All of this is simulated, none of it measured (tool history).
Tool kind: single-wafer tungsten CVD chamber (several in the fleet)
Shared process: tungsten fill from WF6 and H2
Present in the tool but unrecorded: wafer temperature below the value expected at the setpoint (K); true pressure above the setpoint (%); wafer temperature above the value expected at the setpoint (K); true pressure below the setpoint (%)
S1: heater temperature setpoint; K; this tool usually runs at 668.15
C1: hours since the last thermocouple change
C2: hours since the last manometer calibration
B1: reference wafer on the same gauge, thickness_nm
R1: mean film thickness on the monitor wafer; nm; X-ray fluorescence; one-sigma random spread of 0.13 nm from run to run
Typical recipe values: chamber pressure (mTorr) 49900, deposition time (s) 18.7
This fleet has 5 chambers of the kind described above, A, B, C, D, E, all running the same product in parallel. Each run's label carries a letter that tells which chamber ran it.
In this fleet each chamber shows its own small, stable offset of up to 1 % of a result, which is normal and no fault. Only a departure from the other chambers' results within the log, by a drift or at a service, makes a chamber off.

{"run": "1E", "hour": 13.7, "S1": 668.15, "chamber pressure (mTorr)": 49900, "deposition time (s)": 18.7, "C1": 144.4, "C2": 1250.9, "B1": 54.699, "R1": 62.396}
{"run": "2C", "hour": 22.3, "S1": 668.15, "chamber pressure (mTorr)": 49900, "deposition time (s)": 18.7, "C1": 619.5, "C2": 1160.0, "B1": 54.7, "R1": 62.421}
{"run": "3B", "hour": 35.4, "S1": 668.15, "chamber pressure (mTorr)": 49900, "deposition time (s)": 18.7, "C1": 249.0, "C2": 1259.8, "B1": 54.696, "R1": 63.141}
{"run": "4D", "hour": 46.2, "S1": 668.15, "chamber pressure (mTorr)": 49900, "deposition time (s)": 18.7, "C1": 593.3, "C2": 426.7, "B1": 54.732, "R1": 62.422}
{"run": "5A", "hour": 56.7, "S1": 668.15, "chamber pressure (mTorr)": 49900, "deposition time (s)": 18.7, "C1": 1267.7, "C2": 1798.4, "B1": 54.683, "R1": 62.734}
{"hour": 56.9, "done": "chamber A: capacitance manometer re-zeroed and calibrated"}
{"run": "6C", "hour": 68.2, "S1": 668.15, "chamber pressure (mTorr)": 49900, "deposition time (s)": 18.7, "C1": 665.4, "C2": 1205.9, "B1": 54.703, "R1": 62.652}
{"run": "7D", "hour": 78.4, "S1": 668.15, "chamber pressure (mTorr)": 49900, "deposition time (s)": 18.7, "C1": 625.5, "C2": 458.9, "B1": 54.731, "R1": 62.547}
{"run": "8B", "hour": 93.4, "S1": 668.15, "chamber pressure (mTorr)": 49900, "deposition time (s)": 18.7, "C1": 307.0, "C2": 1317.8, "B1": 54.68, "R1": 62.99}
{"run": "9A", "hour": 100.5, "S1": 668.15, "chamber pressure (mTorr)": 49900, "deposition time (s)": 18.7, "C1": 1311.5, "C2": 43.7, "B1": 54.687, "R1": 62.801}
{"run": "10E", "hour": 109.8, "S1": 657.15, "chamber pressure (mTorr)": 49900, "deposition time (s)": 22.4, "C1": 240.5, "C2": 1347.0, "B1": 54.698, "R1": 59.905}
{"run": "11E", "hour": 118.9, "S1": 657.15, "chamber pressure (mTorr)": 49900, "deposition time (s)": 22.4, "C1": 249.6, "C2": 1356.1, "B1": 54.664, "R1": 59.854}
{"run": "12C", "hour": 128.1, "S1": 657.15, "chamber pressure (mTorr)": 49900, "deposition time (s)": 22.4, "C1": 725.3, "C2": 1265.8, "B1": 54.709, "R1": 60.531}
{"run": "13D", "hour": 136.9, "S1": 657.15, "chamber pressure (mTorr)": 49900, "deposition time (s)": 22.4, "C1": 684.0, "C2": 517.4, "B1": 54.702, "R1": 60.602}
{"run": "14B", "hour": 150.9, "S1": 657.15, "chamber pressure (mTorr)": 49900, "deposition time (s)": 22.4, "C1": 364.5, "C2": 1375.3, "B1": 54.724, "R1": 61.123}
{"run": "15A", "hour": 164.4, "S1": 668.15, "chamber pressure (mTorr)": 49900, "deposition time (s)": 18.7, "C1": 1375.4, "C2": 107.6, "B1": 54.711, "R1": 62.682}
{"run": "16E", "hour": 177.8, "S1": 668.15, "chamber pressure (mTorr)": 49900, "deposition time (s)": 18.7, "C1": 308.5, "C2": 1415.0, "B1": 54.693, "R1": 62.213}
{"run": "17D", "hour": 192.3, "S1": 668.15, "chamber pressure (mTorr)": 49900, "deposition time (s)": 18.7, "C1": 739.4, "C2": 572.8, "B1": 54.691, "R1": 62.447}
{"run": "18B", "hour": 207.8, "S1": 668.15, "chamber pressure (mTorr)": 49900, "deposition time (s)": 18.7, "C1": 421.4, "C2": 1432.2, "B1": 54.702, "R1": 63.107}
{"run": "19C", "hour": 215.1, "S1": 668.15, "chamber pressure (mTorr)": 49900, "deposition time (s)": 18.7, "C1": 812.3, "C2": 1352.8, "B1": 54.689, "R1": 62.459}
{"run": "20A", "hour": 225.0, "S1": 668.15, "chamber pressure (mTorr)": 49900, "deposition time (s)": 18.7, "C1": 1436.0, "C2": 168.2, "B1": 54.698, "R1": 62.672}
{"run": "21C", "hour": 236.6, "S1": 681.15, "chamber pressure (mTorr)": 45100, "deposition time (s)": 18.7, "C1": 833.8, "C2": 1374.3, "B1": 54.687, "R1": 75.362}
{"hour": 237.0, "done": "chamber E: capacitance manometer re-zeroed and calibrated"}
{"run": "22A", "hour": 248.9, "S1": 681.15, "chamber pressure (mTorr)": 45100, "deposition time (s)": 18.7, "C1": 1459.9, "C2": 192.1, "B1": 54.697, "R1": 75.515}
{"run": "23B", "hour": 261.0, "S1": 681.15, "chamber pressure (mTorr)": 45100, "deposition time (s)": 18.7, "C1": 474.6, "C2": 1485.4, "B1": 54.709, "R1": 76.172}
{"run": "24E", "hour": 273.4, "S1": 681.15, "chamber pressure (mTorr)": 45100, "deposition time (s)": 18.7, "C1": 404.1, "C2": 36.5, "B1": 54.722, "R1": 73.601}
{"run": "25D", "hour": 280.5, "S1": 681.15, "chamber pressure (mTorr)": 45100, "deposition time (s)": 18.7, "C1": 827.6, "C2": 661.0, "B1": 54.732, "R1": 75.191}
{"run": "26C", "hour": 289.9, "S1": 668.15, "chamber pressure (mTorr)": 49900, "deposition time (s)": 18.7, "C1": 887.1, "C2": 1427.6, "B1": 54.701, "R1": 62.578}
{"run": "27D", "hour": 305.7, "S1": 668.15, "chamber pressure (mTorr)": 49900, "deposition time (s)": 18.7, "C1": 852.8, "C2": 686.2, "B1": 54.705, "R1": 62.495}
{"run": "28B", "hour": 321.1, "S1": 668.15, "chamber pressure (mTorr)": 49900, "deposition time (s)": 18.7, "C1": 534.7, "C2": 1545.5, "B1": 54.708, "R1": 63.124}
{"run": "29A", "hour": 331.3, "S1": 668.15, "chamber pressure (mTorr)": 49900, "deposition time (s)": 18.7, "C1": 1542.3, "C2": 274.5, "B1": 54.708, "R1": 62.61}
{"run": "30E", "hour": 342.4, "S1": 668.15, "chamber pressure (mTorr)": 49900, "deposition time (s)": 18.7, "C1": 473.1, "C2": 105.5, "B1": 54.71, "R1": 60.387}
{"run": "31A", "hour": 358.0, "S1": 668.15, "chamber pressure (mTorr)": 49900, "deposition time (s)": 18.7, "C1": 1569.0, "C2": 301.2, "B1": 54.717, "R1": 62.671}
{"run": "32C", "hour": 366.1, "S1": 668.15, "chamber pressure (mTorr)": 49900, "deposition time (s)": 18.7, "C1": 963.3, "C2": 1503.8, "B1": 54.725, "R1": 62.382}
{"run": "33B", "hour": 381.1, "S1": 677.15, "chamber pressure (mTorr)": 39000, "deposition time (s)": 18.7, "C1": 594.7, "C2": 1605.5, "B1": 54.703, "R1": 66.38}
{"run": "34E", "hour": 394.8, "S1": 677.15, "chamber pressure (mTorr)": 39000, "deposition time (s)": 18.7, "C1": 525.5, "C2": 157.9, "B1": 54.707, "R1": 63.709}
{"run": "35D", "hour": 407.0, "S1": 677.15, "chamber pressure (mTorr)": 39000, "deposition time (s)": 18.7, "C1": 954.1, "C2": 787.5, "B1": 54.729, "R1": 65.933}
{"hour": 410.3, "done": "chamber A: thermocouple changed; heater temperature recalibrated"}
{"run": "36C", "hour": 418.8, "S1": 677.15, "chamber pressure (mTorr)": 39000, "deposition time (s)": 18.7, "C1": 1016.0, "C2": 1556.5, "B1": 54.67, "R1": 65.379}
{"run": "37A", "hour": 432.4, "S1": 677.15, "chamber pressure (mTorr)": 39000, "deposition time (s)": 18.7, "C1": 22.1, "C2": 375.6, "B1": 54.706, "R1": 66.085}
{"run": "38E", "hour": 440.2, "S1": 668.15, "chamber pressure (mTorr)": 49900, "deposition time (s)": 18.7, "C1": 570.9, "C2": 203.3, "B1": 54.7, "R1": 60.872}
{"run": "39D", "hour": 453.2, "S1": 668.15, "chamber pressure (mTorr)": 49900, "deposition time (s)": 18.7, "C1": 1000.3, "C2": 833.7, "B1": 54.741, "R1": 62.591}
{"run": "40B", "hour": 466.1, "S1": 668.15, "chamber pressure (mTorr)": 49900, "deposition time (s)": 18.7, "C1": 679.7, "C2": 1690.5, "B1": 54.674, "R1": 63.136}
{"run": "41B", "hour": 481.5, "S1": 668.15, "chamber pressure (mTorr)": 49900, "deposition time (s)": 18.7, "C1": 695.1, "C2": 1705.9, "B1": 54.732, "R1": 63.276}
{"run": "42E", "hour": 489.2, "S1": 668.15, "chamber pressure (mTorr)": 49900, "deposition time (s)": 18.7, "C1": 619.9, "C2": 252.3, "B1": 54.709, "R1": 60.7}
{"run": "43C", "hour": 497.0, "S1": 668.15, "chamber pressure (mTorr)": 60200, "deposition time (s)": 21.0, "C1": 1094.2, "C2": 1634.7, "B1": 54.696, "R1": 76.206}
{"run": "44D", "hour": 511.8, "S1": 668.15, "chamber pressure (mTorr)": 60200, "deposition time (s)": 21.0, "C1": 1058.9, "C2": 892.3, "B1": 54.718, "R1": 76.19}

Which is it: a chamber that has drifted or been left off by a service, a gauge drift common to all chambers, or only each chamber's usual small offset? If a chamber is off, name it and its likeliest cause.

A service left chamber E off against the others.
Cause: true pressure below the setpoint (%) = 5.31.

Here are 4 candidates for chamber E's next run, each the usual settings with a change, their results left as question marks. Which one brings its results back in line with what the others give on the usual settings?
To be in line, a result may differ from the other chambers' mean on the usual settings by at most: R1 0.500 nm
{"run": "45E-1", "hour": 523.5, "S1": 668.15, "chamber pressure (mTorr)": 49900, "deposition time (s)": 19.3, "R1": "?"}
{"run": "45E-2", "hour": 523.5, "S1": 671.15, "chamber pressure (mTorr)": 50900, "deposition time (s)": 18.7, "R1": "?"}
{"run": "45E-3", "hour": 523.5, "S1": 666.15, "chamber pressure (mTorr)": 49200, "deposition time (s)": 18.3, "R1": "?"}
{"run": "45E-4", "hour": 523.5, "S1": 668.15, "chamber pressure (mTorr)": 46300, "deposition time (s)": 18.7, "R1": "?"}

Usual-settings mean across the other chambers: R1 62.714 nm
run=45E-1 R1=62.550
run=45E-2 R1=64.735
run=45E-3 R1=56.700
run=45E-4 R1=58.564
45E-1 is the one that brings the chamber's results back in line with the other chambers.
